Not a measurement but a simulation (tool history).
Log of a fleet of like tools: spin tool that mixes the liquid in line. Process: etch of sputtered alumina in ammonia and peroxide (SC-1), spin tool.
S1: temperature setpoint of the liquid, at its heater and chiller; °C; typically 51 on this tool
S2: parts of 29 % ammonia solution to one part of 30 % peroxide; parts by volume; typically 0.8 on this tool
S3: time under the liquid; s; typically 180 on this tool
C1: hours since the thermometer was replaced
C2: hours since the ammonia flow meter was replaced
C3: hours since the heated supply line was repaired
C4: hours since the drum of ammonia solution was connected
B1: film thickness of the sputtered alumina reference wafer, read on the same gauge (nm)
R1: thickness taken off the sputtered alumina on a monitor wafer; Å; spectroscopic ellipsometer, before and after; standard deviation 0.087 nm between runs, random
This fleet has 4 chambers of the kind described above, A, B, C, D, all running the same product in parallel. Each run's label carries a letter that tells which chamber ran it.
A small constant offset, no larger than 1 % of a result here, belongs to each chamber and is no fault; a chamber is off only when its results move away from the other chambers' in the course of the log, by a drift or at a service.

At hour 0.4: chamber B: heated supply line repaired.
Run 1B, hour 11.9: usual settings; C1 229.1; C2 246.6; C3 11.6; C4 219.6; B1 149.99. Result: R1 89.442 Å.
Run 2D, hour 19.2: usual settings; C1 169.3; C2 691.9; C3 1237.1; C4 393.8; B1 150.02. Result: R1 86.017 Å.
Run 3A, hour 34: usual settings; C1 2067.2; C2 438.6; C3 2554; C4 492.1; B1 150.01. Result: R1 86.275 Å.
Run 4C, hour 45.8: usual settings; C1 1224.9; C2 135.7; C3 1063.2; C4 69.8; B1 149.97. Result: R1 86.064 Å.
Run 5C, hour 55: usual settings; C1 1234.1; C2 144.9; C3 1072.4; C4 79; B1 150.02. Result: R1 86.554 Å.
Run 6D, hour 67.4: usual settings; C1 217.5; C2 740.1; C3 1285.3; C4 442; B1 149.98. Result: R1 86.709 Å.
Run 7B, hour 75.4: usual settings; C1 292.6; C2 310.1; C3 75.1; C4 283.1; B1 150.02. Result: R1 86.601 Å.
Run 8A, hour 87.9: usual settings; C1 2121.1; C2 492.5; C3 2607.9; C4 546; B1 150.02. Result: R1 87.614 Å.
Run 9B, hour 101.6: usual settings; C1 318.8; C2 336.3; C3 101.3; C4 309.3; B1 150.02. Result: R1 88.689 Å.
Run 10D, hour 112.1: usual settings; C1 262.2; C2 784.8; C3 1330; C4 486.7; B1 150.01. Result: R1 85.799 Å.
Run 11A, hour 125.5: usual settings but S1 47 °C; C1 2158.7; C2 530.1; C3 2645.5; C4 583.6; B1 150.01. Result: R1 69.448 Å.
Run 12C, hour 139.2: usual settings but S1 47 °C; C1 1318.3; C2 229.1; C3 1156.6; C4 163.2; B1 150. Result: R1 67.927 Å.
Run 13B, hour 151.3: usual settings but S1 47 °C; C1 368.5; C2 386; C3 151; C4 359; B1 149.99. Result: R1 70.495 Å.
Run 14A, hour 166.1: usual settings but S1 47 °C; C1 2199.3; C2 570.7; C3 2686.1; C4 624.2; B1 149.99. Result: R1 68.966 Å.
Run 15C, hour 176.4: usual settings; C1 1355.5; C2 266.3; C3 1193.8; C4 200.4; B1 150.01. Result: R1 84.066 Å.
Run 16D, hour 190.7: usual settings; C1 340.8; C2 863.4; C3 1408.6; C4 565.3; B1 150. Result: R1 87.456 Å.
Run 17B, hour 202.5: usual settings; C1 419.7; C2 437.2; C3 202.2; C4 410.2; B1 150.01. Result: R1 89.174 Å.
Run 18D, hour 212.5: usual settings; C1 362.6; C2 885.2; C3 1430.4; C4 587.1; B1 150.02. Result: R1 87.874 Å.
Run 19A, hour 220.1: usual settings; C1 2253.3; C2 624.7; C3 2740.1; C4 678.2; B1 149.97. Result: R1 84.136 Å.
At hour 222.7: chamber C: heated supply line repaired.
Run 20C, hour 226.9: usual settings; C1 1406; C2 316.8; C3 4.3; C4 250.9; B1 150.01. Result: R1 83.809 Å.
Run 21C, hour 235.3: usual settings; C1 1414.4; C2 325.2; C3 12.7; C4 259.3; B1 150.03. Result: R1 80.999 Å.
Run 22A, hour 250.7: usual settings; C1 2283.9; C2 655.3; C3 2770.7; C4 708.8; B1 149.98. Result: R1 87.725 Å.
Run 23B, hour 259.7: usual settings; C1 476.9; C2 494.4; C3 259.4; C4 467.4; B1 150.03. Result: R1 87.29 Å.
At hour 260.1: chamber A: new drum of ammonia solution connected.
Run 24D, hour 271.7: usual settings; C1 421.8; C2 944.4; C3 1489.6; C4 646.3; B1 150.03. Result: R1 88.09 Å.
Run 25B, hour 280.2: usual settings; C1 497.4; C2 514.9; C3 279.9; C4 487.9; B1 149.98. Result: R1 87.459 Å.
Run 26A, hour 295.3: usual settings; C1 2328.5; C2 699.9; C3 2815.3; C4 35.2; B1 149.96. Result: R1 85.443 Å.
Run 27D, hour 302.8: usual settings; C1 452.9; C2 975.5; C3 1520.7; C4 677.4; B1 150.01. Result: R1 89.446 Å.
At hour 312.9: chamber C: ammonia flow meter replaced.
Run 28C, hour 314.9: usual settings; C1 1494; C2 2; C3 92.3; C4 338.9; B1 149.97. Result: R1 77.98 Å.
Run 29A, hour 323.4: usual settings but S1 60 °C, S2 0.65 parts by volume; C1 2356.6; C2 728; C3 2843.4; C4 63.3; B1 149.96. Result: R1 136.15 Å.
Run 30C, hour 332.8: usual settings but S1 60 °C, S2 0.65 parts by volume; C1 1511.9; C2 19.9; C3 110.2; C4 356.8; B1 150.01. Result: R1 124.73 Å.
Run 31D, hour 346.1: usual settings but S1 60 °C, S2 0.65 parts by volume; C1 496.2; C2 1018.8; C3 1564; C4 720.7; B1 149.98. Result: R1 141.62 Å.
Run 32B, hour 355.1: usual settings but S1 60 °C, S2 0.65 parts by volume; C1 572.3; C2 589.8; C3 354.8; C4 562.8; B1 150.05. Result: R1 139.84 Å.
Run 33A, hour 366.4: usual settings; C1 2399.6; C2 771; C3 2886.4; C4 106.3; B1 150.01. Result: R1 87.553 Å.
Run 34D, hour 374.8: usual settings; C1 524.9; C2 1047.5; C3 1592.7; C4 749.4; B1 149.96. Result: R1 86.387 Å.

Which is it: a chamber that has drifted or been left off by a service, a gauge drift common to all chambers, or only each chamber's usual small offset? If a chamber is off, name it and its likeliest cause.

It is chamber C that slowly wanders off from its peers.
What lies behind it: liquid colder than its thermometer reads (K) = 2.48.

Below are 4 candidate recipes for chamber C's next run, each the usual settings with a change, their results shown as question marks. Which of them brings C's results back in line with what the other chambers give on the usual settings?
Maximum distance from the other chambers' mean on the usual settings for a result to count as in line: R1 3 Å
Run 35C-1, hour 385.8: usual settings but S2 1.2 parts by volume. Result: R1 ?.
Run 35C-2, hour 385.8: usual settings but S1 52 °C, S3 195 s. Result: R1 ?.
Run 35C-3, hour 385.8: usual settings but S3 170 s. Result: R1 ?.
Run 35C-4, hour 385.8: usual settings but S3 155 s. Result: R1 ?.

Usual-settings mean across the other chambers: R1 87.374 Å
  run      R1
35C-1  78.304
35C-2  86.203
35C-3  71.144
35C-4  64.866
With 35C-2, the chamber falls back in line with the rest.
